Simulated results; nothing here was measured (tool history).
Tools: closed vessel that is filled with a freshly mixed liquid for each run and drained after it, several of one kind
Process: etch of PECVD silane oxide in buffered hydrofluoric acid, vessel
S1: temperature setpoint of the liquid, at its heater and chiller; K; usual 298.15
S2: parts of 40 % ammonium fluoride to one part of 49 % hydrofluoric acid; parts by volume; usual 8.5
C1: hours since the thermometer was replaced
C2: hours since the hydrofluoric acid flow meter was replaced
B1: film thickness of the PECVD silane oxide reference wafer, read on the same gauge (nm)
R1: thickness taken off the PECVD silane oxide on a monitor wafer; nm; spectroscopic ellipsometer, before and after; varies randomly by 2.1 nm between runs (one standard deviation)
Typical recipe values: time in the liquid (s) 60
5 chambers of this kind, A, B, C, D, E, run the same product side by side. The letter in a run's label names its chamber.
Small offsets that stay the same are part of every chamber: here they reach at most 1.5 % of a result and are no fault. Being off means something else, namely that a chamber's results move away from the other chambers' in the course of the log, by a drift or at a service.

run 1A hour=5.0 | S1=298.15 S2=8.5 time_in_the_liquid_(s)=60 | C1=2070.3 C2=45.2 | B1=109.98 | R1=227.84
run 2D hour=8.4 | S1=298.15 S2=8.5 time_in_the_liquid_(s)=60 | C1=420.4 C2=475.4 | B1=109.97 | R1=228.79
run 3B hour=13.4 | S1=298.15 S2=8.5 time_in_the_liquid_(s)=60 | C1=209.9 C2=40.3 | B1=110.00 | R1=227.82
run 4E hour=17.0 | S1=298.15 S2=8.5 time_in_the_liquid_(s)=60 | C1=294.8 C2=1302.6 | B1=109.99 | R1=228.55
run 5C hour=22.5 | S1=298.15 S2=8.5 time_in_the_liquid_(s)=60 | C1=1433.5 C2=562.4 | B1=110.01 | R1=224.80
run 6E hour=27.8 | S1=298.15 S2=8.5 time_in_the_liquid_(s)=60 | C1=305.6 C2=1313.4 | B1=109.99 | R1=226.85
run 7C hour=31.1 | S1=298.15 S2=8.5 time_in_the_liquid_(s)=60 | C1=1442.1 C2=571.0 | B1=109.95 | R1=225.20
run 8A hour=34.9 | S1=298.15 S2=8.5 time_in_the_liquid_(s)=60 | C1=2100.2 C2=75.1 | B1=110.00 | R1=229.08
-- hour=38.3 chamber C: hydrofluoric acid flow meter replaced
run 9D hour=39.8 | S1=298.15 S2=8.5 time_in_the_liquid_(s)=60 | C1=451.8 C2=506.8 | B1=110.01 | R1=225.81
run 10B hour=44.8 | S1=298.15 S2=8.5 time_in_the_liquid_(s)=60 | C1=241.3 C2=71.7 | B1=110.00 | R1=228.55
run 11E hour=49.2 | S1=298.15 S2=8.5 time_in_the_liquid_(s)=60 | C1=327.0 C2=1334.8 | B1=109.98 | R1=227.53
run 12B hour=52.8 | S1=298.15 S2=8.5 time_in_the_liquid_(s)=60 | C1=249.3 C2=79.7 | B1=109.98 | R1=228.74
run 13A hour=58.3 | S1=298.15 S2=8.5 time_in_the_liquid_(s)=60 | C1=2123.6 C2=98.5 | B1=110.03 | R1=227.54
run 14D hour=61.0 | S1=298.15 S2=8.5 time_in_the_liquid_(s)=60 | C1=473.0 C2=528.0 | B1=109.99 | R1=231.39
run 15C hour=64.6 | S1=298.15 S2=8.5 time_in_the_liquid_(s)=60 | C1=1475.6 C2=26.4 | B1=109.99 | R1=225.15
run 16A hour=69.9 | S1=298.15 S2=8.5 time_in_the_liquid_(s)=60 | C1=2135.2 C2=110.1 | B1=110.01 | R1=230.52
run 17E hour=72.4 | S1=298.15 S2=8.5 time_in_the_liquid_(s)=35 | C1=350.2 C2=1358.0 | B1=110.00 | R1=130.79
-- hour=72.7 chamber D: hydrofluoric acid flow meter replaced
run 18C hour=77.4 | S1=298.15 S2=8.5 time_in_the_liquid_(s)=35 | C1=1488.4 C2=39.2 | B1=110.02 | R1=133.41
run 19D hour=81.1 | S1=298.15 S2=8.5 time_in_the_liquid_(s)=35 | C1=493.1 C2=8.4 | B1=110.01 | R1=131.88
run 20B hour=84.9 | S1=298.15 S2=8.5 time_in_the_liquid_(s)=35 | C1=281.4 C2=111.8 | B1=110.04 | R1=130.33
run 21C hour=89.7 | S1=298.15 S2=8.5 time_in_the_liquid_(s)=35 | C1=1500.7 C2=51.5 | B1=110.05 | R1=129.72
run 22B hour=92.3 | S1=298.15 S2=8.5 time_in_the_liquid_(s)=60 | C1=288.8 C2=119.2 | B1=110.01 | R1=229.54
run 23A hour=95.8 | S1=298.15 S2=8.5 time_in_the_liquid_(s)=60 | C1=2161.1 C2=136.0 | B1=109.99 | R1=230.26
run 24E hour=99.8 | S1=298.15 S2=6.0 time_in_the_liquid_(s)=40 | C1=377.6 C2=1385.4 | B1=110.00 | R1=205.01
run 25D hour=103.2 | S1=298.15 S2=6.0 time_in_the_liquid_(s)=40 | C1=515.2 C2=30.5 | B1=110.02 | R1=212.76
run 26D hour=107.5 | S1=298.15 S2=6.0 time_in_the_liquid_(s)=40 | C1=519.5 C2=34.8 | B1=110.04 | R1=213.77
run 27E hour=111.8 | S1=298.15 S2=6.0 time_in_the_liquid_(s)=40 | C1=389.6 C2=1397.4 | B1=110.04 | R1=206.84
run 28B hour=115.7 | S1=298.15 S2=6.0 time_in_the_liquid_(s)=40 | C1=312.2 C2=142.6 | B1=110.02 | R1=214.78
run 29C hour=121.0 | S1=298.15 S2=8.5 time_in_the_liquid_(s)=60 | C1=1532.0 C2=82.8 | B1=109.97 | R1=221.09
run 30A hour=123.9 | S1=298.15 S2=8.5 time_in_the_liquid_(s)=60 | C1=2189.2 C2=164.1 | B1=110.01 | R1=232.12
run 31D hour=128.8 | S1=298.15 S2=8.5 time_in_the_liquid_(s)=60 | C1=540.8 C2=56.1 | B1=109.98 | R1=226.10
run 32C hour=132.2 | S1=298.15 S2=8.5 time_in_the_liquid_(s)=60 | C1=1543.2 C2=94.0 | B1=109.94 | R1=219.90
run 33E hour=134.7 | S1=298.15 S2=8.5 time_in_the_liquid_(s)=60 | C1=412.5 C2=1420.3 | B1=109.99 | R1=216.68
run 34A hour=138.8 | S1=298.15 S2=8.5 time_in_the_liquid_(s)=60 | C1=2204.1 C2=179.0 | B1=110.02 | R1=231.30
run 35B hour=141.5 | S1=298.15 S2=8.5 time_in_the_liquid_(s)=60 | C1=338.0 C2=168.4 | B1=110.00 | R1=230.25
run 36C hour=146.2 | S1=302.65 S2=5.0 time_in_the_liquid_(s)=60 | C1=1557.2 C2=108.0 | B1=110.01 | R1=465.24
run 37A hour=150.7 | S1=302.65 S2=5.0 time_in_the_liquid_(s)=60 | C1=2216.0 C2=190.9 | B1=109.97 | R1=477.95

For the next run the whole fleet of 5 chambers uses the same settings. Give each chamber's results:
run 38A hour=154.6 | S1=298.15 S2=8.5 time_in_the_liquid_(s)=60 | R1=?
run 38B hour=154.6 | S1=298.15 S2=8.5 time_in_the_liquid_(s)=60 | R1=?
run 38C hour=154.6 | S1=298.15 S2=8.5 time_in_the_liquid_(s)=60 | R1=?
run 38D hour=154.6 | S1=298.15 S2=8.5 time_in_the_liquid_(s)=60 | R1=?
run 38E hour=154.6 | S1=298.15 S2=8.5 time_in_the_liquid_(s)=60 | R1=?

run=38A R1=228.76
run=38B R1=230.47
run=38C R1=222.50
run=38D R1=224.09
run=38E R1=209.78
